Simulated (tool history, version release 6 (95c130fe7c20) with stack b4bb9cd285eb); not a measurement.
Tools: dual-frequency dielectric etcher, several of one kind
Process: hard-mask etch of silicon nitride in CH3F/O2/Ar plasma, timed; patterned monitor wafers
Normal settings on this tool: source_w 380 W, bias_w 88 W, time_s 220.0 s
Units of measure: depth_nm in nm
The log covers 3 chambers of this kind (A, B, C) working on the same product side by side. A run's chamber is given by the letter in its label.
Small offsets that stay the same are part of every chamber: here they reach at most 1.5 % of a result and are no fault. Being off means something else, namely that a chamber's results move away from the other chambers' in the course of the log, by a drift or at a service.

| run | day | source_w | bias_w | time_s | hours since the last wet clean | hours since the last source power generator calibration | hours since the last bias power generator calibration | read-back reference wafer on the same gauge, depth_nm | depth_nm |
|---|---|---|---|---|---|---|---|---|---|
| 1A | 0.267 | 380 | 88 | 220.0 | 110.4 | 1105.4 | 2743.1 | 193.92 | 161.52 |
| 2B | 0.438 | 380 | 88 | 220.0 | 254.1 | 104.5 | 2762.9 | 194.00 | 163.70 |
| 3C | 0.704 | 380 | 88 | 220.0 | 248.8 | 1548.0 | 3263.1 | 194.15 | 164.21 |
| 4C | 0.908 | 380 | 88 | 220.0 | 253.7 | 1552.9 | 3268.0 | 194.09 | 164.40 |
| 5B | 1.154 | 380 | 88 | 220.0 | 271.3 | 121.7 | 2780.1 | 194.16 | 163.51 |
| 6A | 1.367 | 380 | 88 | 220.0 | 136.8 | 1131.8 | 2769.5 | 194.21 | 161.89 |
| 7B | 1.529 | 380 | 88 | 159.5 | 280.3 | 130.7 | 2789.1 | 194.20 | 118.57 |
| 8C | 1.742 | 380 | 88 | 159.5 | 273.7 | 1572.9 | 3288.0 | 194.31 | 119.42 |
| 9A | 1.917 | 380 | 88 | 159.5 | 150.0 | 1145.0 | 2782.7 | 194.33 | 117.01 |
| 10B | 2.092 | 380 | 88 | 220.0 | 293.8 | 144.2 | 2802.6 | 194.28 | 163.63 |
| 11A | 2.254 | 380 | 88 | 220.0 | 158.1 | 1153.1 | 2790.8 | 194.32 | 162.10 |
| 12C | 2.429 | 380 | 88 | 220.0 | 290.2 | 1589.4 | 3304.5 | 194.39 | 164.43 |
| 13B | 2.600 | 380 | 88 | 220.0 | 306.0 | 156.4 | 2814.8 | 194.38 | 163.70 |
| 14C | 2.858 | 380 | 88 | 220.0 | 300.5 | 1599.7 | 3314.8 | 194.42 | 164.62 |
| 15A | 3.004 | 380 | 88 | 220.0 | 176.1 | 1171.1 | 2808.8 | 194.44 | 162.49 |
| 16A | 3.171 | 380 | 88 | 220.0 | 180.1 | 1175.1 | 2812.8 | 194.47 | 162.41 |
| 17C | 3.438 | 380 | 88 | 220.0 | 314.4 | 1613.6 | 3328.7 | 194.54 | 164.25 |
| 18B | 3.679 | 380 | 88 | 220.0 | 331.9 | 182.3 | 2840.7 | 194.54 | 163.95 |
|  | 3.721 | chamber B: wet clean of the chamber |
| 19B | 3.879 | 380 | 88 | 220.0 | 3.8 | 187.1 | 2845.5 | 194.57 | 163.72 |
| 20C | 4.129 | 380 | 88 | 278.0 | 331.0 | 1630.2 | 3345.3 | 194.52 | 208.18 |
| 21A | 4.412 | 380 | 88 | 278.0 | 209.9 | 1204.9 | 2842.6 | 194.67 | 205.07 |
| 22C | 4.721 | 380 | 88 | 278.0 | 345.2 | 1644.4 | 3359.5 | 194.63 | 207.34 |
| 23A | 5.012 | 380 | 88 | 220.0 | 224.3 | 1219.3 | 2857.0 | 194.75 | 162.25 |
| 24B | 5.325 | 460 | 88 | 220.0 | 38.5 | 221.8 | 2880.2 | 194.79 | 176.42 |
| 25B | 5.567 | 460 | 88 | 220.0 | 44.3 | 227.6 | 2886.0 | 194.87 | 175.51 |
| 26C | 5.879 | 460 | 88 | 220.0 | 373.0 | 1672.2 | 3387.3 | 194.89 | 177.28 |
|  | 5.888 | chamber C: wet clean of the chamber |
| 27A | 6.104 | 380 | 88 | 220.0 | 250.5 | 1245.5 | 2883.2 | 194.95 | 162.53 |
| 28C | 6.288 | 380 | 102 | 182.5 | 9.6 | 1682.0 | 3397.1 | 194.94 | 144.29 |
| 29B | 6.446 | 380 | 102 | 182.5 | 65.4 | 248.7 | 2907.1 | 194.89 | 143.88 |
| 30A | 6.746 | 380 | 102 | 182.5 | 265.9 | 1260.9 | 2898.6 | 195.03 | 142.41 |
| 31B | 7.042 | 380 | 88 | 220.0 | 79.7 | 263.0 | 2921.4 | 195.12 | 164.42 |
| 32C | 7.308 | 380 | 88 | 220.0 | 34.1 | 1706.5 | 3421.6 | 195.13 | 164.66 |
| 33A | 7.471 | 380 | 88 | 220.0 | 283.3 | 1278.3 | 2916.0 | 195.07 | 162.86 |
| 34B | 7.754 | 380 | 88 | 220.0 | 96.8 | 280.1 | 2938.5 | 195.14 | 164.16 |
| 35A | 8.046 | 380 | 88 | 220.0 | 297.1 | 1292.1 | 2929.8 | 195.17 | 162.49 |
| 36C | 8.342 | 380 | 88 | 220.0 | 58.9 | 1731.3 | 3446.4 | 195.11 | 165.29 |

Next, all 3 chambers run the settings below, one line each with question marks for the results. What does each chamber give?
| 37A | 8.567 | 380 | 88 | 220.0 |  |  |  |  | ? |
| 37B | 8.567 | 380 | 88 | 220.0 |  |  |  |  | ? |
| 37C | 8.567 | 380 | 88 | 220.0 |  |  |  |  | ? |

| run | depth_nm |
|---|---|
| 37A | 163.11 |
| 37B | 164.46 |
| 37C | 164.92 |
